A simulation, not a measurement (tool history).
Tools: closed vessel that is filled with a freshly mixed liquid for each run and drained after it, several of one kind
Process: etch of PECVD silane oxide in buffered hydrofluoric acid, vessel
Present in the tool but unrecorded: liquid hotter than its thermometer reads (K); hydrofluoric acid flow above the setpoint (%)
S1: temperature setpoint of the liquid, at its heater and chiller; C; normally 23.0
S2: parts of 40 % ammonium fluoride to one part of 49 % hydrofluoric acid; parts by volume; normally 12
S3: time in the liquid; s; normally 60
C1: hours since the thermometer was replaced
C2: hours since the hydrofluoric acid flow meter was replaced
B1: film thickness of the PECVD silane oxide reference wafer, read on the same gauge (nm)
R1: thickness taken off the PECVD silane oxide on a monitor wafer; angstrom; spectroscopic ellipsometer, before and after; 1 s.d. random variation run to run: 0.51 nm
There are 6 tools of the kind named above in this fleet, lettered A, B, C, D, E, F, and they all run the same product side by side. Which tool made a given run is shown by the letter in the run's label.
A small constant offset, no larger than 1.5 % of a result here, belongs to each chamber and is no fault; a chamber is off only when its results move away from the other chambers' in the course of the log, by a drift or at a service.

run,hour,S1,S2,S3,C1,C2,B1,R1
1B,7.5,23.0,12,60,811.3,1107.6,59.973,788.80
2C,16.5,23.0,12,60,28.1,743.0,59.976,781.66
3E,28.8,23.0,12,60,435.9,1200.8,60.033,790.61
4D,40.3,23.0,12,60,2150.4,631.4,59.997,776.61
5F,46.9,23.0,12,60,1450.7,1115.8,59.994,791.48
6A,55.9,23.0,12,60,1515.6,265.9,59.990,784.77
7D,68.6,20.5,12,60,2178.7,659.7,59.993,675.43
8C,79.5,20.5,12,60,91.1,806.0,59.999,676.64
9B,88.2,20.5,12,60,892.0,1188.3,59.968,698.77
10A,97.8,20.5,12,60,1557.5,307.8,59.979,690.71
11F,108.4,20.5,12,60,1512.2,1177.3,60.003,683.77
12E,119.2,20.5,12,60,526.3,1291.2,60.007,684.82
13F,126.3,23.0,12,60,1530.1,1195.2,59.989,795.34
14B,138.1,23.0,12,60,941.9,1238.2,60.003,789.30
15A,147.8,20.0,12,60,1607.5,357.8,60.021,667.86
16C,156.1,20.0,12,60,167.7,882.6,60.009,667.78
17D,168.2,20.0,12,60,2278.3,759.3,60.006,654.78
18E,178.4,20.0,12,60,585.5,1350.4,59.990,686.92
19B,188.1,20.0,12,60,991.9,1288.2,59.996,670.80
20D,195.5,20.0,12,60,2305.6,786.6,59.996,663.38
21E,205.1,23.0,12,60,612.2,1377.1,60.009,807.24
22A,214.5,23.0,12,60,1674.2,424.5,60.019,786.87
23C,223.2,19.0,12,60,234.8,949.7,60.010,625.83
# hour 228.9: chamber E: hydrofluoric acid flow meter replaced
24F,232.5,19.0,12,60,1636.3,1301.4,59.997,637.28
25A,239.7,19.0,12,60,1699.4,449.7,59.975,625.29
26B,247.5,19.0,12,60,1051.3,1347.6,59.985,634.88
27D,254.5,19.0,12,60,2364.6,845.6,60.008,625.67
28E,263.4,19.0,12,60,670.5,34.5,59.979,651.82
29F,273.8,23.0,12,60,1677.6,1342.7,60.011,784.59
30C,281.7,23.0,12,60,293.3,1008.2,59.985,785.53
31C,292.3,23.0,12,60,303.9,1018.8,59.986,785.09
32A,301.4,23.0,12,60,1761.1,511.4,60.011,791.46
33F,309.9,23.0,16,70,1713.7,1378.8,60.006,696.00
34E,317.1,23.0,16,70,724.2,88.2,60.036,735.25
35B,325.4,23.0,16,70,1129.2,1425.5,59.979,695.13
36D,333.7,23.0,16,70,2443.8,924.8,59.961,693.47
37E,344.3,23.0,16,70,751.4,115.4,60.022,750.12
38C,354.1,23.0,16,70,365.7,1080.6,59.995,693.73
39F,362.3,23.0,12,60,1766.1,1431.2,59.985,801.16

Is one chamber out of step, is the gauge drifting, or do the chambers differ by no more than their own small offsets? For an off chamber, give its letter and the likeliest cause.

It is chamber E that slowly wanders off from its peers.
Most likely cause: liquid hotter than its thermometer reads (K) = 1.48.

Chamber E could run next with any of the 4 candidate recipes listed below; each alters the usual settings, and their results appear as question marks. Which one brings its results back in line with what the other chambers deliver on the usual settings?
In line here means within this much of the mean the other chambers give on the usual settings: R1 18.00 angstrom
40E-1,371.5,23.5,12.0,60,,,,?
40E-2,371.5,23.0,12.5,60,,,,?
40E-3,371.5,23.5,11.5,60,,,,?
40E-4,371.5,22.5,12.5,60,,,,?

The other chambers' mean on the usual settings: R1 788.31 angstrom
run,R1
40E-1,872.35
40E-2,816.11
40E-3,908.88
40E-4,794.17
With 40E-4, the chamber falls back in line with the rest.
